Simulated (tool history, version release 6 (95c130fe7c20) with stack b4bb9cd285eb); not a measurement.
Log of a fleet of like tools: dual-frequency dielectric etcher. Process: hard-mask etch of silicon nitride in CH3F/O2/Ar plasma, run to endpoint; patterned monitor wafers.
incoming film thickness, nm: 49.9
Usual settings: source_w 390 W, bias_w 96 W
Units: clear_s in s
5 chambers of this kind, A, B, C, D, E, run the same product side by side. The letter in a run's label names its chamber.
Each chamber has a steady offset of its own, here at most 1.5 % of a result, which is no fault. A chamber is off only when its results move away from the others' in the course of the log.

run   hour  source_w  bias_w  hours since the last wet clean  hours since the last source power generator calibration  hours since the last bias power generator calibration  clear_s
 1E    5.2       390      96                           231.8                                                   1034.6                                                  739.1   65.386
 2A   12.3       390      96                            47.5                                                   1114.4                                                 1241.7   65.218
 3B   19.2       390      96                           205.3                                                     3326                                                 3035.1   66.118
 4C   23.1       390      96                              96                                                   2580.9                                                  918.4   64.744
 5D   29.5       390      96                           300.4                                                   1004.7                                                 2512.2   66.151
 6E   33.8       390      96                           260.4                                                   1063.2                                                  767.7   64.921
 7C   37.7       390      96                           110.6                                                   2595.5                                                    933   64.919
 8B   45.8       430     117                           231.9                                                   3352.6                                                 3061.7   59.621
 9D   51.5       430     117                           322.4                                                   1026.7                                                 2534.2   58.964
10A   59.6       430     117                            94.8                                                   1161.7                                                   1289   58.173
11C   66.8       430     117                           139.7                                                   2624.6                                                  962.1   58.753
12E   74.9       430     117                           301.5                                                   1104.3                                                  808.8   58.559
        75  -- chamber D: wet clean of the chamber
13A   78.6       390      96                           113.8                                                   1180.7                                                   1308   65.519
14B   86.3       390      96                           272.4                                                   3393.1                                                 3102.2   65.729
15D   93.9       390      96                              19                                                   1069.1                                                 2576.6    66.58
16B  101.4       390      96                           287.5                                                   3408.2                                                 3117.3    65.86
17A  106.1       390     111                           141.3                                                   1208.2                                                 1335.5   61.789
18E    114       390     111                           340.6                                                   1143.4                                                  847.9   61.794
19C  121.5       390     111                           194.4                                                   2679.3                                                 1016.8   61.934
20D  129.3       390     111                            54.4                                                   1104.5                                                   2612   62.808
21E  137.4       390     111                             364                                                   1166.8                                                  871.3   61.831
22D  141.7       350      76                            66.8                                                   1116.9                                                 2624.4   75.239
23A  147.6       350      76                           182.8                                                   1249.7                                                   1377   73.788
24C  153.4       350      76                           226.3                                                   2711.2                                                 1048.7   73.987
25B    160       350      76                           346.1                                                   3466.8                                                 3175.9   76.489
26C  164.4       350      76                           237.3                                                   2722.2                                                 1059.7   74.358
27D  171.2       390      96                            96.3                                                   1146.4                                                 2653.9   66.193
28B  176.7       320      96                           362.8                                                   3483.5                                                 3192.6   72.691
29A  182.4       320      96                           217.6                                                   1284.5                                                 1411.8    70.26
30E  186.7       320      96                           413.3                                                   1216.1                                                  920.6    70.14
31D  191.9       320      96                             117                                                   1167.1                                                 2674.6   70.959
32C  198.7       320      96                           271.6                                                   2756.5                                                   1094   69.522
33B  206.5       390      96                           392.6                                                   3513.3                                                 3222.4   68.184
34E  214.1       390      96                           440.7                                                   1243.5                                                    948   64.799
35A  218.2       390      96                           253.4                                                   1320.3                                                 1447.6   65.234
36D  222.2       300     116                           147.3                                                   1197.4                                                 2704.9   67.791
37A  227.6       300     116                           262.8                                                   1329.7                                                   1457   67.061
38E  231.7       300     116                           458.3                                                   1261.1                                                  965.6   66.799
39C  237.1       300     116                             310                                                   2794.9                                                 1132.4   66.533
40B  241.2       300     116                           427.3                                                     3548                                                 3257.1    70.66

All 5 chambers run these settings next. Forecast each chamber's results:
41A  247.1       390     110                                                                                                                                                        ?
41B  247.1       390     110                                                                                                                                                        ?
41C  247.1       390     110                                                                                                                                                        ?
41D  247.1       390     110                                                                                                                                                        ?
41E  247.1       390     110                                                                                                                                                        ?

run  clear_s
41A   62.192
41B   65.914
41C   61.687
41D   62.467
41E    62.22
